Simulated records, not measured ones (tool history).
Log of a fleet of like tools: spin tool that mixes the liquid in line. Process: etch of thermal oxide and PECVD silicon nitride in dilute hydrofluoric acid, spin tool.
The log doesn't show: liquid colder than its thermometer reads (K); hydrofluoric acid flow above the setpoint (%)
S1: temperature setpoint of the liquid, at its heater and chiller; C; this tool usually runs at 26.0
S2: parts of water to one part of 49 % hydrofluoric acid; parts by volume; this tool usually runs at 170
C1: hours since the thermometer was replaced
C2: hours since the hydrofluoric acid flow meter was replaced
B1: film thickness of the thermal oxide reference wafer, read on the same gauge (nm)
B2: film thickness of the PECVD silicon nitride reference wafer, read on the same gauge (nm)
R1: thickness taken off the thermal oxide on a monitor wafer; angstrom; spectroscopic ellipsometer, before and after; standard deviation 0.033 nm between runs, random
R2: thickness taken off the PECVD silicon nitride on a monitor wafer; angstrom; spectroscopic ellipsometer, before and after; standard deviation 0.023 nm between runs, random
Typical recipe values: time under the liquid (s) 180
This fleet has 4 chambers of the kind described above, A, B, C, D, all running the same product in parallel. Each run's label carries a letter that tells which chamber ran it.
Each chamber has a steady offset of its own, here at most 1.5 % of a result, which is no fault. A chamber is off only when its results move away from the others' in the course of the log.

{"run": "1C", "day": 0.333, "S1": 26.0, "S2": 170, "time under the liquid (s)": 180, "C1": 1632.1, "C2": 1500.8, "B1": 80.011, "B2": 119.98, "R1": 49.619, "R2": 20.936}
{"run": "2B", "day": 0.783, "S1": 26.0, "S2": 170, "time under the liquid (s)": 180, "C1": 948.1, "C2": 521.0, "B1": 79.989, "B2": 119.99, "R1": 50.541, "R2": 20.822}
{"run": "3D", "day": 1.262, "S1": 26.0, "S2": 170, "time under the liquid (s)": 180, "C1": 270.7, "C2": 177.8, "B1": 80.02, "B2": 119.99, "R1": 50.018, "R2": 20.346}
{"run": "4A", "day": 1.829, "S1": 26.0, "S2": 170, "time under the liquid (s)": 180, "C1": 2160.0, "C2": 555.7, "B1": 80.024, "B2": 119.97, "R1": 48.933, "R2": 21.198}
{"run": "5B", "day": 2.254, "S1": 26.0, "S2": 170, "time under the liquid (s)": 180, "C1": 983.4, "C2": 556.3, "B1": 80.029, "B2": 120.01, "R1": 50.223, "R2": 20.729}
{"run": "6C", "day": 2.567, "S1": 26.0, "S2": 170, "time under the liquid (s)": 180, "C1": 1685.7, "C2": 1554.4, "B1": 79.961, "B2": 120.01, "R1": 49.812, "R2": 20.909}
{"run": "7A", "day": 2.908, "S1": 26.0, "S2": 170, "time under the liquid (s)": 180, "C1": 2185.9, "C2": 581.6, "B1": 79.963, "B2": 120.0, "R1": 48.377, "R2": 20.478}
{"run": "8D", "day": 3.212, "S1": 26.0, "S2": 170, "time under the liquid (s)": 180, "C1": 317.5, "C2": 224.6, "B1": 80.003, "B2": 120.02, "R1": 49.17, "R2": 20.047}
{"run": "9D", "day": 3.521, "S1": 26.0, "S2": 170, "time under the liquid (s)": 180, "C1": 324.9, "C2": 232.0, "B1": 79.987, "B2": 120.01, "R1": 49.387, "R2": 19.913}
{"run": "10C", "day": 4.004, "S1": 26.0, "S2": 170, "time under the liquid (s)": 180, "C1": 1720.2, "C2": 1588.9, "B1": 80.029, "B2": 120.01, "R1": 50.297, "R2": 20.848}
{"run": "11A", "day": 4.4, "S1": 26.0, "S2": 170, "time under the liquid (s)": 180, "C1": 2221.7, "C2": 617.4, "B1": 79.998, "B2": 119.99, "R1": 48.571, "R2": 20.825}
{"day": 4.892, "done": "chamber A: hydrofluoric acid flow meter replaced"}
{"run": "12B", "day": 4.892, "S1": 29.5, "S2": 170, "time under the liquid (s)": 105, "C1": 1046.7, "C2": 619.6, "B1": 80.015, "B2": 119.98, "R1": 33.351, "R2": 15.145}
{"run": "13D", "day": 5.217, "S1": 29.5, "S2": 170, "time under the liquid (s)": 105, "C1": 365.6, "C2": 272.7, "B1": 80.011, "B2": 120.01, "R1": 32.091, "R2": 14.489}
{"run": "14B", "day": 5.771, "S1": 29.5, "S2": 170, "time under the liquid (s)": 105, "C1": 1067.8, "C2": 640.7, "B1": 79.99, "B2": 120.0, "R1": 33.463, "R2": 14.93}
{"run": "15C", "day": 6.208, "S1": 29.5, "S2": 170, "time under the liquid (s)": 105, "C1": 1773.1, "C2": 1641.8, "B1": 79.987, "B2": 120.02, "R1": 33.017, "R2": 15.378}
{"day": 6.704, "done": "chamber B: hydrofluoric acid flow meter replaced"}
{"run": "16A", "day": 6.746, "S1": 26.0, "S2": 170, "time under the liquid (s)": 180, "C1": 2278.0, "C2": 44.5, "B1": 80.015, "B2": 119.99, "R1": 49.423, "R2": 20.496}
{"run": "17B", "day": 7.067, "S1": 26.0, "S2": 170, "time under the liquid (s)": 180, "C1": 1098.9, "C2": 8.8, "B1": 79.984, "B2": 120.01, "R1": 49.579, "R2": 20.705}
{"run": "18D", "day": 7.333, "S1": 26.0, "S2": 170, "time under the liquid (s)": 180, "C1": 416.4, "C2": 323.5, "B1": 80.025, "B2": 120.01, "R1": 47.808, "R2": 19.383}
{"run": "19A", "day": 7.6, "S1": 21.0, "S2": 170, "time under the liquid (s)": 180, "C1": 2298.5, "C2": 65.0, "B1": 80.012, "B2": 120.0, "R1": 41.11, "R2": 14.811}
{"run": "20C", "day": 7.921, "S1": 21.0, "S2": 170, "time under the liquid (s)": 180, "C1": 1814.2, "C2": 1682.9, "B1": 80.0, "B2": 119.97, "R1": 41.07, "R2": 14.961}
{"run": "21A", "day": 8.483, "S1": 21.0, "S2": 170, "time under the liquid (s)": 180, "C1": 2319.7, "C2": 86.2, "B1": 80.037, "B2": 120.03, "R1": 40.354, "R2": 14.939}
{"run": "22B", "day": 8.821, "S1": 21.0, "S2": 170, "time under the liquid (s)": 180, "C1": 1141.0, "C2": 50.9, "B1": 80.023, "B2": 120.02, "R1": 41.299, "R2": 14.884}
{"run": "23C", "day": 9.183, "S1": 26.0, "S2": 170, "time under the liquid (s)": 180, "C1": 1844.5, "C2": 1713.2, "B1": 80.028, "B2": 119.97, "R1": 49.659, "R2": 20.958}
{"run": "24D", "day": 9.446, "S1": 26.0, "S2": 170, "time under the liquid (s)": 180, "C1": 467.1, "C2": 374.2, "B1": 79.994, "B2": 120.02, "R1": 47.759, "R2": 19.139}
{"run": "25B", "day": 9.879, "S1": 26.0, "S2": 170, "time under the liquid (s)": 180, "C1": 1166.4, "C2": 76.3, "B1": 80.013, "B2": 120.02, "R1": 50.202, "R2": 20.494}
{"run": "26D", "day": 10.238, "S1": 26.0, "S2": 170, "time under the liquid (s)": 180, "C1": 486.1, "C2": 393.2, "B1": 80.018, "B2": 119.99, "R1": 47.387, "R2": 18.965}
{"run": "27C", "day": 10.7, "S1": 26.0, "S2": 170, "time under the liquid (s)": 180, "C1": 1880.9, "C2": 1749.6, "B1": 80.024, "B2": 120.02, "R1": 49.842, "R2": 20.884}
{"run": "28A", "day": 11.112, "S1": 26.0, "S2": 170, "time under the liquid (s)": 180, "C1": 2382.8, "C2": 149.3, "B1": 80.01, "B2": 120.0, "R1": 48.77, "R2": 20.753}
{"run": "29B", "day": 11.471, "S1": 26.0, "S2": 170, "time under the liquid (s)": 180, "C1": 1204.6, "C2": 114.5, "B1": 80.026, "B2": 120.01, "R1": 49.836, "R2": 20.469}

For the next run the whole fleet of 4 chambers uses the same settings. Give each chamber's results:
{"run": "30A", "day": 11.875, "S1": 26.0, "S2": 170, "time under the liquid (s)": 140, "R1": "?", "R2": "?"}
{"run": "30B", "day": 11.875, "S1": 26.0, "S2": 170, "time under the liquid (s)": 140, "R1": "?", "R2": "?"}
{"run": "30C", "day": 11.875, "S1": 26.0, "S2": 170, "time under the liquid (s)": 140, "R1": "?", "R2": "?"}
{"run": "30D", "day": 11.875, "S1": 26.0, "S2": 170, "time under the liquid (s)": 140, "R1": "?", "R2": "?"}

run=30A R1=38.043 R2=16.197
run=30B R1=39.225 R2=16.140
run=30C R1=39.103 R2=16.141
run=30D R1=36.309 R2=14.732
